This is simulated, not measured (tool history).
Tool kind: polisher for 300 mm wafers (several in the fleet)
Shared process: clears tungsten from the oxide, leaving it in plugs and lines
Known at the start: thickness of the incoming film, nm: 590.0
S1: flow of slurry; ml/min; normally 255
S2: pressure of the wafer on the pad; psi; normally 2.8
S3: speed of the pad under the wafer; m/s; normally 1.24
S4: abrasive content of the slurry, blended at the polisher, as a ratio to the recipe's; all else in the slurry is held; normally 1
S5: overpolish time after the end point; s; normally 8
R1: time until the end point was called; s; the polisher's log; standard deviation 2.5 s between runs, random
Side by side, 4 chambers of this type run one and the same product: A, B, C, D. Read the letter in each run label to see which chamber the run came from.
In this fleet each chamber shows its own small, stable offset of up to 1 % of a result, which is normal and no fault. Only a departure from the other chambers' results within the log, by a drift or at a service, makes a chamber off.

| run | hour | S1 | S2 | S3 | S4 | S5 | R1 |
|---|---|---|---|---|---|---|---|
|  | 11.1 | chamber C: slurry nozzle cleaned |
| 1A | 13.9 | 255 | 2.8 | 1.24 | 1 | 8 | 138.83 |
|  | 17.3 | chamber D: slurry blender recalibrated |
| 2D | 22.4 | 255 | 2.8 | 1.24 | 1 | 8 | 135.53 |
|  | 24.6 | chamber B: slurry blender recalibrated |
|  | 25.7 | chamber B: slurry tank refilled with fresh slurry and peroxide |
|  | 30.4 | chamber B: head pressure recalibrated |
| 3B | 35.4 | 255 | 2.8 | 1.24 | 1 | 8 | 137.22 |
|  | 39.6 | chamber C: worn pad replaced by a new one |
| 4C | 43 | 255 | 2.8 | 1.24 | 1 | 8 | 140.73 |
|  | 49.1 | chamber A: worn pad replaced by a new one |
|  | 55.9 | chamber D: worn pad replaced by a new one |
| 5B | 57.6 | 255 | 2.8 | 1.24 | 1 | 8 | 139.36 |
| 6D | 64.9 | 255 | 2.8 | 1.24 | 1 | 8 | 140.28 |
|  | 67 | chamber D: head pressure recalibrated |
|  | 69.1 | chamber B: worn pad replaced by a new one |
| 7C | 75 | 255 | 2.8 | 1.24 | 1 | 8 | 143.73 |
|  | 82.8 | chamber D: slurry tank refilled with fresh slurry and peroxide |
| 8A | 89.4 | 255 | 2.8 | 0.94 | 1 | 8 | 180.05 |
|  | 92 | chamber A: slurry tank refilled with fresh slurry and peroxide |
| 9D | 97.8 | 255 | 2.8 | 0.94 | 1 | 8 | 177.94 |
| 10B | 112.6 | 255 | 2.8 | 0.94 | 1 | 8 | 186.7 |
|  | 120.2 | chamber C: worn pad replaced by a new one |
| 11C | 122.2 | 255 | 2.8 | 0.94 | 1 | 8 | 188.98 |
| 12A | 132.8 | 255 | 2.8 | 1.24 | 1 | 8 | 135.27 |
|  | 139.5 | chamber B: slurry nozzle cleaned |
| 13D | 143 | 255 | 2.8 | 1.24 | 1 | 8 | 133.74 |
| 14A | 150.9 | 255 | 2.8 | 1.24 | 1 | 8 | 130.61 |
|  | 154.1 | chamber A: slurry blender recalibrated |
| 15C | 158.3 | 255 | 2.8 | 1.24 | 1 | 8 | 148.68 |
| 16B | 169.5 | 255 | 2.8 | 1.24 | 1 | 8 | 136.74 |
|  | 173.9 | chamber A: worn pad replaced by a new one |
|  | 180.3 | chamber B: worn pad replaced by a new one |
|  | 181.3 | chamber D: slurry tank refilled with fresh slurry and peroxide |
| 17C | 181.6 | 255 | 2.8 | 1.24 | 1 | 8 | 151.16 |
|  | 186.4 | chamber D: worn pad replaced by a new one |
|  | 192.8 | chamber D: slurry blender recalibrated |
| 18B | 195.9 | 255 | 2.8 | 1.24 | 1 | 8 | 138.33 |
|  | 205.3 | chamber C: worn pad replaced by a new one |
| 19D | 208.6 | 325 | 2.8 | 1.24 | 1 | 8 | 129.21 |
| 20A | 216.3 | 325 | 2.8 | 1.24 | 1 | 8 | 133.99 |
|  | 225.1 | chamber B: slurry tank refilled with fresh slurry and peroxide |
| 21B | 227.8 | 325 | 2.8 | 1.24 | 1 | 8 | 134.05 |
| 22A | 240.5 | 325 | 2.8 | 1.24 | 1 | 8 | 133.38 |
| 23D | 247.1 | 255 | 2.8 | 1.24 | 1 | 8 | 132.57 |
|  | 251.8 | chamber C: slurry blender recalibrated |
| 24C | 254.5 | 255 | 2.8 | 1.24 | 1 | 8 | 156.02 |

Which is it: a chamber that has drifted or been left off by a service, a gauge drift common to all chambers, or only each chamber's usual small offset? If a chamber is off, name it and its likeliest cause.

Chamber C drifts away from the others.
Likeliest cause: peroxide lost from the slurry, % = 30.7.
The log might look much the same if the cause were instead: head's pressure below its setpoint, %.

Below are 4 candidate recipes for chamber C's next run, each the usual settings with a change, their results shown as question marks. Which of them brings C's results back in line with what the other chambers give on the usual settings?
A result is in line if it is within this distance of the other chambers' mean on the usual settings: R1 8.8 s
| 25C-1 | 265.4 | 255 | 3 | 1.34 | 1 | 8 | ? |
| 25C-2 | 265.4 | 255 | 2.6 | 1.14 | 1 | 8 | ? |
| 25C-3 | 265.4 | 255 | 2.9 | 1.26 | 1 | 8 | ? |
| 25C-4 | 265.4 | 255 | 2.8 | 1.24 | 0.8 | 8 | ? |

What the other chambers average on the usual settings: R1 136.62 s
| run | R1 |
|---|---|
| 25C-1 | 138.91 |
| 25C-2 | 189.27 |
| 25C-3 | 153.03 |
| 25C-4 | 169.68 |
The right change is 25C-1: it brings the chamber back within the allowed miss of the others.
